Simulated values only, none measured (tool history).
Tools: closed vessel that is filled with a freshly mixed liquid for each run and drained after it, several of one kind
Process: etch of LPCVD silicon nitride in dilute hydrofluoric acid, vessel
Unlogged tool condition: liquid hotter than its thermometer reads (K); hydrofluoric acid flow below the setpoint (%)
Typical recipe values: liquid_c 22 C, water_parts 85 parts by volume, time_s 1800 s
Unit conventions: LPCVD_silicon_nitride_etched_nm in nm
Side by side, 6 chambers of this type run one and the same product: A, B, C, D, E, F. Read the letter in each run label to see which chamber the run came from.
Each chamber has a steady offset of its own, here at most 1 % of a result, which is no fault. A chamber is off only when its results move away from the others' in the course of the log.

| run | hour | liquid_c | water_parts | time_s | hours since the thermometer was replaced | hours since the hydrofluoric acid flow meter was replaced | read-back film thickness of the LPCVD silicon nitride reference wafer, read on the same gauge (nm) | LPCVD_silicon_nitride_etched_nm |
|---|---|---|---|---|---|---|---|---|
| 1D | 10.7 | 22 | 85 | 1800 | 175.9 | 1339.9 | 39.997 | 9.2639 |
| 2C | 16.9 | 22 | 85 | 1800 | 452.2 | 837.1 | 39.995 | 9.2078 |
| 3F | 24.7 | 22 | 85 | 1800 | 190.5 | 1118.5 | 40.001 | 9.0425 |
| 4A | 32.4 | 22 | 85 | 1800 | 217.9 | 184.5 | 39.993 | 9.1965 |
|  | 43.7 | chamber E: thermometer replaced |
| 5B | 45.4 | 22 | 75 | 1800 | 359.7 | 398.2 | 39.974 | 10.321 |
| 6E | 56.9 | 22 | 75 | 1800 | 13.2 | 350.7 | 39.992 | 10.47 |
| 7E | 66.5 | 22 | 75 | 1800 | 22.8 | 360.3 | 39.995 | 10.264 |
| 8F | 72.6 | 22 | 75 | 1800 | 238.4 | 1166.4 | 39.975 | 10.332 |
| 9A | 82.5 | 22 | 75 | 1800 | 268 | 234.6 | 40.012 | 10.285 |
| 10C | 94 | 22 | 75 | 1800 | 529.3 | 914.2 | 40.009 | 10.3 |
| 11D | 101.2 | 22 | 85 | 1800 | 266.4 | 1430.4 | 39.993 | 9.2 |
| 12B | 106.8 | 22 | 55 | 1800 | 421.1 | 459.6 | 39.997 | 13.904 |
| 13D | 117.4 | 22 | 55 | 1800 | 282.6 | 1446.6 | 40.006 | 14.1 |
| 14E | 127.7 | 22 | 55 | 1800 | 84 | 421.5 | 39.994 | 13.817 |
| 15C | 140.2 | 22 | 55 | 1800 | 575.5 | 960.4 | 40.001 | 14.122 |
|  | 150.5 | chamber B: hydrofluoric acid flow meter replaced |
| 16A | 152.8 | 22 | 55 | 1800 | 338.3 | 304.9 | 40.003 | 13.933 |
| 17B | 160.9 | 22 | 55 | 1800 | 475.2 | 10.4 | 39.981 | 14.154 |
| 18F | 170.2 | 22 | 85 | 1800 | 336 | 1264 | 39.982 | 9.0471 |
| 19C | 178.3 | 20 | 120 | 1800 | 613.6 | 998.5 | 40.008 | 5.6305 |
| 20B | 187.7 | 20 | 120 | 1800 | 502 | 37.2 | 39.985 | 5.8367 |
| 21E | 196.6 | 20 | 120 | 1800 | 152.9 | 490.4 | 40.005 | 5.6124 |
| 22D | 209.1 | 20 | 120 | 1800 | 374.3 | 1538.3 | 40.013 | 5.7709 |
| 23F | 220.3 | 20 | 120 | 1800 | 386.1 | 1314.1 | 39.994 | 5.6817 |
| 24A | 231.7 | 20 | 120 | 1800 | 417.2 | 383.8 | 40.013 | 5.7639 |
| 25A | 239.6 | 22 | 85 | 1800 | 425.1 | 391.7 | 39.988 | 9.229 |
| 26B | 247.4 | 22 | 85 | 1800 | 561.7 | 96.9 | 39.997 | 9.5795 |
| 27E | 257.1 | 22 | 85 | 1800 | 213.4 | 550.9 | 39.987 | 9.0202 |
|  | 261.9 | chamber A: hydrofluoric acid flow meter replaced |
| 28D | 270.1 | 22 | 85 | 1800 | 435.3 | 1599.3 | 39.991 | 9.1307 |
| 29C | 281.2 | 22 | 85 | 1800 | 716.5 | 1101.4 | 40.003 | 9.052 |
| 30F | 294.3 | 24 | 85 | 1385 | 460.1 | 1388.1 | 40.008 | 8.0359 |
| 31A | 303.2 | 24 | 85 | 1385 | 488.7 | 41.3 | 39.991 | 8.0435 |
| 32C | 312.3 | 24 | 85 | 1385 | 747.6 | 1132.5 | 40 | 7.971 |
| 33B | 320.1 | 24 | 85 | 1385 | 634.4 | 169.6 | 39.983 | 8.5509 |
| 34F | 331.7 | 24 | 85 | 1385 | 497.5 | 1425.5 | 39.988 | 8.0728 |
| 35D | 339.5 | 24 | 85 | 1385 | 504.7 | 1668.7 | 40.01 | 8.0742 |
| 36E | 350.5 | 22 | 85 | 1800 | 306.8 | 644.3 | 40.007 | 9.0649 |
| 37C | 363.2 | 22 | 85 | 1800 | 798.5 | 1183.4 | 40.016 | 9.06 |
| 38D | 375.3 | 22 | 85 | 1800 | 540.5 | 1704.5 | 40.006 | 9.1041 |
| 39F | 381.1 | 22 | 85 | 1800 | 546.9 | 1474.9 | 40.004 | 9.0103 |
| 40A | 390.8 | 22 | 85 | 1800 | 576.3 | 128.9 | 40.009 | 9.0888 |

Next, all 6 chambers run the settings below, one line each with question marks for the results. What does each chamber give?
| 41A | 400.1 | 22 | 115 | 1800 |  |  |  | ? |
| 41B | 400.1 | 22 | 115 | 1800 |  |  |  | ? |
| 41C | 400.1 | 22 | 115 | 1800 |  |  |  | ? |
| 41D | 400.1 | 22 | 115 | 1800 |  |  |  | ? |
| 41E | 400.1 | 22 | 115 | 1800 |  |  |  | ? |
| 41F | 400.1 | 22 | 115 | 1800 |  |  |  | ? |

| run | LPCVD_silicon_nitride_etched_nm |
|---|---|
| 41A | 6.8293 |
| 41B | 7.4585 |
| 41C | 6.7628 |
| 41D | 6.9004 |
| 41E | 6.6711 |
| 41F | 6.7508 |
